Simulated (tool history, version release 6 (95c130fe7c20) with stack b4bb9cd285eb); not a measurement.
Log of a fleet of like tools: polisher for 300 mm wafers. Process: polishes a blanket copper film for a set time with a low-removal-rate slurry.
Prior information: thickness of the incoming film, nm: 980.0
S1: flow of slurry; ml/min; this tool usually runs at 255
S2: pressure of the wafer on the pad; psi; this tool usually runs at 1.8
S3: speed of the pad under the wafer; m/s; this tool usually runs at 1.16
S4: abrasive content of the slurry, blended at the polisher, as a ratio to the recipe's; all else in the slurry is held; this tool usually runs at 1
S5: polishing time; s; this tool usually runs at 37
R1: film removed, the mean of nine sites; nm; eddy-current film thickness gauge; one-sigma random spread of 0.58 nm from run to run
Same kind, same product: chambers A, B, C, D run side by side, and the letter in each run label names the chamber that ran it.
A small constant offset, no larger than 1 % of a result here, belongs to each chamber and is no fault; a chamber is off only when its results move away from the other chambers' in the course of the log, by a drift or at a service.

run   hour   S1   S2    S3  S4  S5      R1
 1D   10.3  255  1.8  1.16   1  37  93.165
        13  -- chamber B: slurry blender recalibrated
 2C   25.1  255  1.8  1.16   1  37  94.193
      28.6  -- chamber A: worn pad replaced by a new one
 3A   34.9  255  1.8  1.16   1  37   92.45
 4B   42.4  255  1.8  1.16   1  37  93.544
      52.5  -- chamber D: slurry nozzle cleaned
 5D   54.9  255  1.8  1.16   1  37  92.658
      56.8  -- chamber B: worn pad replaced by a new one
      63.5  -- chamber C: slurry blender recalibrated
      64.4  -- chamber C: worn pad replaced by a new one
      67.3  -- chamber B: slurry nozzle cleaned
 6C   69.3  255  1.8  1.16   1  37   93.91
      74.4  -- chamber D: worn pad replaced by a new one
 7B   81.7  255  1.8  0.94   1  37  75.703
      85.1  -- chamber A: head pressure recalibrated
 8A   89.8  255  1.8  0.94   1  37  69.164
      99.5  -- chamber A: slurry nozzle cleaned
 9A  104.3  255  1.8  0.94   1  37  69.858
10C  113.1  255  1.8  0.94   1  37  74.913
     119.9  -- chamber A: worn pad replaced by a new one
11B  123.4  255  1.8  1.16   1  37  93.208
12D  131.3  255  1.8  1.16   1  37   93.32
     144.5  -- chamber B: worn pad replaced by a new one
13B  145.4  340  1.8  1.16   1  37   95.75
     145.6  -- chamber B: slurry blender recalibrated
14C  157.1  340  1.8  1.16   1  37  96.885
     159.5  -- chamber C: worn pad replaced by a new one
15A  167.3  340  1.8  1.16   1  37  88.649
16D  181.1  340  1.8  1.16   1  37  94.931
     183.2  -- chamber A: slurry blender recalibrated
     188.1  -- chamber D: worn pad replaced by a new one
17D  189.1  255  1.8  1.16   1  37  92.583
18A  197.3  255  1.8  1.16   1  37  85.964
19B    210  255  1.8  1.16   1  37  92.994
20C    217  255  1.8  1.16   1  37  93.814
     217.7  -- chamber B: worn pad replaced by a new one
21D  223.6  255  1.3  1.16   1  37  67.692
     228.1  -- chamber A: worn pad replaced by a new one
22C    237  255  1.3  1.16   1  37  67.423
     238.3  -- chamber D: slurry blender recalibrated
23A  251.5  255  1.3  1.16   1  37  62.343
24B  258.7  255  1.3  1.16   1  37  67.222
     270.7  -- chamber C: worn pad replaced by a new one
25D  271.5  255  1.8  1.16   1  37  93.085
26C  281.3  255  1.8  1.16   1  37  93.447

Next, every chamber runs the same settings. What will each give?
27A  291.9  255  1.8  1.16   1  37   ?
27B  291.9  255  1.8  1.16   1  37   ?
27C  291.9  255  1.8  1.16   1  37   ?
27D  291.9  255  1.8  1.16   1  37   ?

run      R1
27A  86.852
27B  92.466
27C  93.431
27D  92.736
